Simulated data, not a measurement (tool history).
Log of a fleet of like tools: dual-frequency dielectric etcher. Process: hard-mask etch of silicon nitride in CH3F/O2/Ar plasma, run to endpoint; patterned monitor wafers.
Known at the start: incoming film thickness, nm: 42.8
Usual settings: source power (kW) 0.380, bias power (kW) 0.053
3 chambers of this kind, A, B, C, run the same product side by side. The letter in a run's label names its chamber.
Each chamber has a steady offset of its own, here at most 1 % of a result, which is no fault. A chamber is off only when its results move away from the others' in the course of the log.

run	hour	source power (kW)	bias power (kW)	hours since the last wet clean	hours since the last source power generator calibration	hours since the last bias power generator calibration	endpoint time (s)
1B	5.9	0.380	0.053	249.2	94.4	2684.3	71.549
2A	10.9	0.380	0.053	232.5	973.7	1487.4	71.092
3C	13.8	0.380	0.053	41.9	439.5	160.9	69.476
4A	17.3	0.380	0.053	238.9	980.1	1493.8	69.400
5B	19.9	0.380	0.053	263.2	108.4	2698.3	70.767
6C	23.6	0.310	0.064	51.7	449.3	170.7	71.398
7A	27.3	0.310	0.064	248.9	990.1	1503.8	70.955
8B	32.6	0.310	0.064	275.9	121.1	2711.0	72.666
9C	36.3	0.380	0.053	64.4	462.0	183.4	70.057
10A	42.0	0.380	0.053	263.6	1004.8	1518.5	71.360
11C	47.9	0.380	0.053	76.0	473.6	195.0	69.342
12B	52.5	0.380	0.053	295.8	141.0	2730.9	69.963
13B	57.5	0.380	0.053	300.8	146.0	2735.9	69.977
14C	62.9	0.380	0.048	91.0	488.6	210.0	71.835
15A	66.2	0.380	0.048	287.8	1029.0	1542.7	72.946
16B	71.2	0.380	0.048	314.5	159.7	2749.6	73.133
17A	74.4	0.380	0.053	296.0	1037.2	1550.9	69.404
18C	77.0	0.380	0.053	105.1	502.7	224.1	68.702
19B	82.3	0.380	0.041	325.6	170.8	2760.7	77.232
20C	85.4	0.380	0.041	113.5	511.1	232.5	74.810
21A	88.7	0.380	0.041	310.3	1051.5	1565.2	74.027
22B	91.4	0.380	0.065	334.7	179.9	2769.8	66.335
23C	94.5	0.380	0.065	122.6	520.2	241.6	64.319
24A	100.0	0.380	0.065	321.6	1062.8	1576.5	65.442
25A	103.8	0.380	0.053	325.4	1066.6	1580.3	69.931
26B	107.5	0.380	0.053	350.8	196.0	2785.9	71.510
27C	110.7	0.410	0.042	138.8	536.4	257.8	73.631
28A	116.0	0.410	0.042	337.6	1078.8	1592.5	73.198
29B	119.0	0.410	0.042	362.3	207.5	2797.4	74.626
30C	122.5	0.380	0.053	150.6	548.2	269.6	69.580
31C	125.7	0.380	0.053	153.8	551.4	272.8	68.969
32A	130.2	0.380	0.053	351.8	1093.0	1606.7	70.177
# hour 131.8: chamber B: wet clean of the chamber
33B	134.2	0.380	0.053	2.5	222.7	2812.6	71.613
34B	137.0	0.380	0.061	5.3	225.5	2815.4	67.812
35A	141.9	0.380	0.061	363.5	1104.7	1618.4	65.890
36C	147.6	0.380	0.061	175.7	573.3	294.7	65.845
37A	151.4	0.380	0.053	373.0	1114.2	1627.9	70.597
38C	157.1	0.380	0.053	185.2	582.8	304.2	70.133

All 3 chambers run these settings next. Forecast each chamber's results:
39A	161.3	0.380	0.053				?
39B	161.3	0.380	0.053				?
39C	161.3	0.380	0.053				?

run	endpoint time (s)
39A	69.751
39B	70.960
39C	69.996
